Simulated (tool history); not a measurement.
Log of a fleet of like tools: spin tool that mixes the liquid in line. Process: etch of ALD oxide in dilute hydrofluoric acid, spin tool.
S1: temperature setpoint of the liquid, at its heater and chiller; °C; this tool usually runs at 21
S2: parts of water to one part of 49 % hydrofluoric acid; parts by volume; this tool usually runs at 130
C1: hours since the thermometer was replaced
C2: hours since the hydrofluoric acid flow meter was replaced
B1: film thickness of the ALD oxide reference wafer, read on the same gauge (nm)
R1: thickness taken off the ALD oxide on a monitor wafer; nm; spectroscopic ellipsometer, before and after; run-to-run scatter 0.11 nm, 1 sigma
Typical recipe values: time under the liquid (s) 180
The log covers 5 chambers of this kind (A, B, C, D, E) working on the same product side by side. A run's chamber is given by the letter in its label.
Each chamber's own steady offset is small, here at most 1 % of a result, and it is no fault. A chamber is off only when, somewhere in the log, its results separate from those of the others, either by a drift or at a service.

Run 1A, hour 7.5: usual settings; C1 1527.3; C2 735.2; B1 70.023. Result: R1 11.6240 nm.
Run 2D, hour 13.8: usual settings; C1 3027.7; C2 163.8; B1 69.999. Result: R1 11.5910 nm.
Run 3B, hour 23.5: usual settings; C1 1648.7; C2 1152.6; B1 69.990. Result: R1 11.5600 nm.
Run 4E, hour 30.0: usual settings; C1 630.2; C2 931.4; B1 70.019. Result: R1 11.8550 nm.
Run 5C, hour 37.2: usual settings; C1 343.6; C2 738.8; B1 70.012. Result: R1 11.4150 nm.
Run 6C, hour 45.1: usual settings; C1 351.5; C2 746.7; B1 70.003. Result: R1 11.5850 nm.
Run 7A, hour 54.8: usual settings; C1 1574.6; C2 782.5; B1 69.998. Result: R1 11.6380 nm.
Run 8B, hour 64.8: usual settings; C1 1690.0; C2 1193.9; B1 70.005. Result: R1 11.6800 nm.
Run 9D, hour 72.0: usual settings; C1 3085.9; C2 222.0; B1 69.970. Result: R1 11.5460 nm.
At hour 79.6: chamber B: thermometer replaced.
Run 10E, hour 81.3: usual settings; C1 681.5; C2 982.7; B1 70.009. Result: R1 11.5450 nm.
Run 11A, hour 92.0: usual settings; C1 1611.8; C2 819.7; B1 69.981. Result: R1 11.3910 nm.
Run 12C, hour 101.3: usual settings; C1 407.7; C2 802.9; B1 70.005. Result: R1 11.5390 nm.
Run 13D, hour 110.9: usual settings; C1 3124.8; C2 260.9; B1 70.004. Result: R1 11.7160 nm.
At hour 112.9: chamber D: thermometer replaced.
Run 14E, hour 122.1: usual settings; C1 722.3; C2 1023.5; B1 70.008. Result: R1 11.6010 nm.
Run 15B, hour 127.6: usual settings; C1 48.0; C2 1256.7; B1 69.992. Result: R1 11.5210 nm.
Run 16E, hour 134.7: usual settings; C1 734.9; C2 1036.1; B1 70.008. Result: R1 11.6910 nm.
Run 17D, hour 144.5: usual settings; C1 31.7; C2 294.5; B1 69.994. Result: R1 11.4880 nm.
Run 18A, hour 156.6: usual settings; C1 1676.4; C2 884.3; B1 69.996. Result: R1 11.0010 nm.
Run 19B, hour 166.7: usual settings; C1 87.1; C2 1295.8; B1 69.994. Result: R1 11.6140 nm.
Run 20C, hour 173.3: usual settings; C1 479.7; C2 874.9; B1 69.991. Result: R1 11.6210 nm.
Run 21E, hour 184.6: usual settings but S1 17 °C, S2 190 parts by volume; C1 784.8; C2 1086.0; B1 69.992. Result: R1 6.3505 nm.
Run 22C, hour 195.7: usual settings but S1 17 °C, S2 190 parts by volume; C1 502.1; C2 897.3; B1 70.008. Result: R1 6.3346 nm.
Run 23B, hour 201.3: usual settings but S1 17 °C, S2 190 parts by volume; C1 121.7; C2 1330.4; B1 70.011. Result: R1 6.4764 nm.
Run 24A, hour 213.8: usual settings but S1 17 °C, S2 190 parts by volume; C1 1733.6; C2 941.5; B1 70.009. Result: R1 5.8980 nm.
Run 25D, hour 224.5: usual settings but S1 17 °C, S2 190 parts by volume; C1 111.7; C2 374.5; B1 69.981. Result: R1 6.4696 nm.
Run 26A, hour 236.5: usual settings; C1 1756.3; C2 964.2; B1 70.002. Result: R1 10.8200 nm.
Run 27E, hour 242.5: usual settings; C1 842.7; C2 1143.9; B1 70.011. Result: R1 11.7220 nm.
Run 28D, hour 251.3: usual settings but S1 18 °C, S2 90 parts by volume; C1 138.5; C2 401.3; B1 70.001. Result: R1 15.5940 nm.
Run 29B, hour 260.3: usual settings but S1 18 °C, S2 90 parts by volume; C1 180.7; C2 1389.4; B1 69.996. Result: R1 15.4010 nm.
Run 30C, hour 271.3: usual settings but S1 18 °C, S2 90 parts by volume; C1 577.7; C2 972.9; B1 69.968. Result: R1 15.3750 nm.
Run 31D, hour 277.3: usual settings but S1 18 °C, S2 90 parts by volume; C1 164.5; C2 427.3; B1 69.995. Result: R1 15.4680 nm.
Run 32E, hour 289.0: usual settings but S1 18 °C, S2 90 parts by volume; C1 889.2; C2 1190.4; B1 69.989. Result: R1 15.5300 nm.
Run 33C, hour 296.1: usual settings; C1 602.5; C2 997.7; B1 69.989. Result: R1 11.5660 nm.

Does one chamber stand apart from the rest, does the shared gauge drift, or is all well apart from small per-chamber offsets? Give the chamber and the most likely cause, where there is one.

Chamber A drifts away from the others.
Likeliest cause: hydrofluoric acid flow below the setpoint (%) = 6.99.
It could be hard to tell apart here from: liquid colder than its thermometer reads (K).

Chamber A could run next with any of the 4 candidate recipes listed below; each alters the usual settings, and their results appear as question marks. Which one brings its results back in line with what the other chambers deliver on the usual settings?
Counts as in line when no further than this from what the other chambers average on the usual settings: R1 0.3800 nm
Run 34A-1, hour 305.0: usual settings but S1 20.5 °C, time under the liquid (s) 160. Result: R1 ?.
Run 34A-2, hour 305.0: usual settings but S2 140 parts by volume. Result: R1 ?.
Run 34A-3, hour 305.0: usual settings but S1 24.5 °C. Result: R1 ?.
Run 34A-4, hour 305.0: usual settings but S2 120 parts by volume. Result: R1 ?.

Average result of the remaining chambers running the usual settings: R1 11.6110 nm
  run       R1
34A-1   9.2641
34A-2   9.7461
34A-3  12.1810
34A-4  11.6690
34A-4 brings the chamber back in line.
